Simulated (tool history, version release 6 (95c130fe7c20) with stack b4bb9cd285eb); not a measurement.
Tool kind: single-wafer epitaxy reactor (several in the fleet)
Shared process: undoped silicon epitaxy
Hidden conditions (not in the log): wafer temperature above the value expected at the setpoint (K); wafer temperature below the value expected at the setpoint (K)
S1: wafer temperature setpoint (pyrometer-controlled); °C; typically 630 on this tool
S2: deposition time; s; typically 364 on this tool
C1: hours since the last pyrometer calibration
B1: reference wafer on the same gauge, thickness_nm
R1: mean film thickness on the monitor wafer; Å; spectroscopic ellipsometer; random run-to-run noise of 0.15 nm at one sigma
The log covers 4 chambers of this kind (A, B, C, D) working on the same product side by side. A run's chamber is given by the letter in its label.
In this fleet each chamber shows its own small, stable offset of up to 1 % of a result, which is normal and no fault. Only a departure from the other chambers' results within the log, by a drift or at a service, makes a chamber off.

run	hour	S1	S2	C1	B1	R1
1B	4.8	630	364	1945.4	40.216	389.2
2D	11.4	630	364	3007	40.214	392.19
3C	16	630	364	547.7	40.222	389.51
4A	19.3	630	364	857.1	40.206	388.83
5B	23.3	630	364	1963.9	40.184	390.18
6A	28.5	630	364	866.3	40.205	389.19
7C	32.5	630	364	564.2	40.172	393.68
8D	36.9	630	364	3032.5	40.157	395.08
9C	42.9	630	364	574.6	40.212	393.69
10A	48.8	630	364	886.6	40.203	391.76
11B	52	630	364	1992.6	40.223	389.73
12D	55	630	364	3050.6	40.173	390.82
13D	60.8	630	364	3056.4	40.241	389.15
14C	64.1	630	364	595.8	40.192	396.79
15A	70.2	644	316	908	40.213	461.87
16B	76.1	644	316	2016.7	40.223	465.65
17A	81	644	316	918.8	40.208	460.59
18C	85.6	644	316	617.3	40.198	466.49
19B	89.2	630	364	2029.8	40.212	390.01
20D	93.9	630	364	3089.5	40.254	392.67
21B	98.3	630	364	2038.9	40.202	389.53
# hour 102.9: chamber D: pyrometer calibrated
22A	104.2	630	364	942	40.174	389.45
23C	108.1	630	364	639.8	40.209	392.19
24D	113.8	630	364	10.9	40.178	374.9
25A	120.4	630	364	958.2	40.225	389.46
26C	125.7	630	364	657.4	40.256	395.28
27D	130	630	364	27.1	40.143	377.97
28B	135.9	630	364	2076.5	40.22	386.41
29B	140.9	637	394	2081.5	40.186	493.95
30A	146.9	637	394	984.7	40.186	493.98
31C	151.5	637	394	683.2	40.191	497.36
32D	157.4	637	394	54.5	40.175	478.04
33A	163.2	630	364	1001	40.208	390.82
34C	167.7	630	364	699.4	40.181	391.51
35B	172.3	630	364	2112.9	40.19	390.88
36D	177.1	630	364	74.2	40.211	375.85

Next, every chamber runs the same settings. What will each give?
37A	182	630	364			?
37B	182	630	364			?
37C	182	630	364			?
37D	182	630	364			?

run	R1
37A	390.73
37B	388.29
37C	392.9
37D	376.56
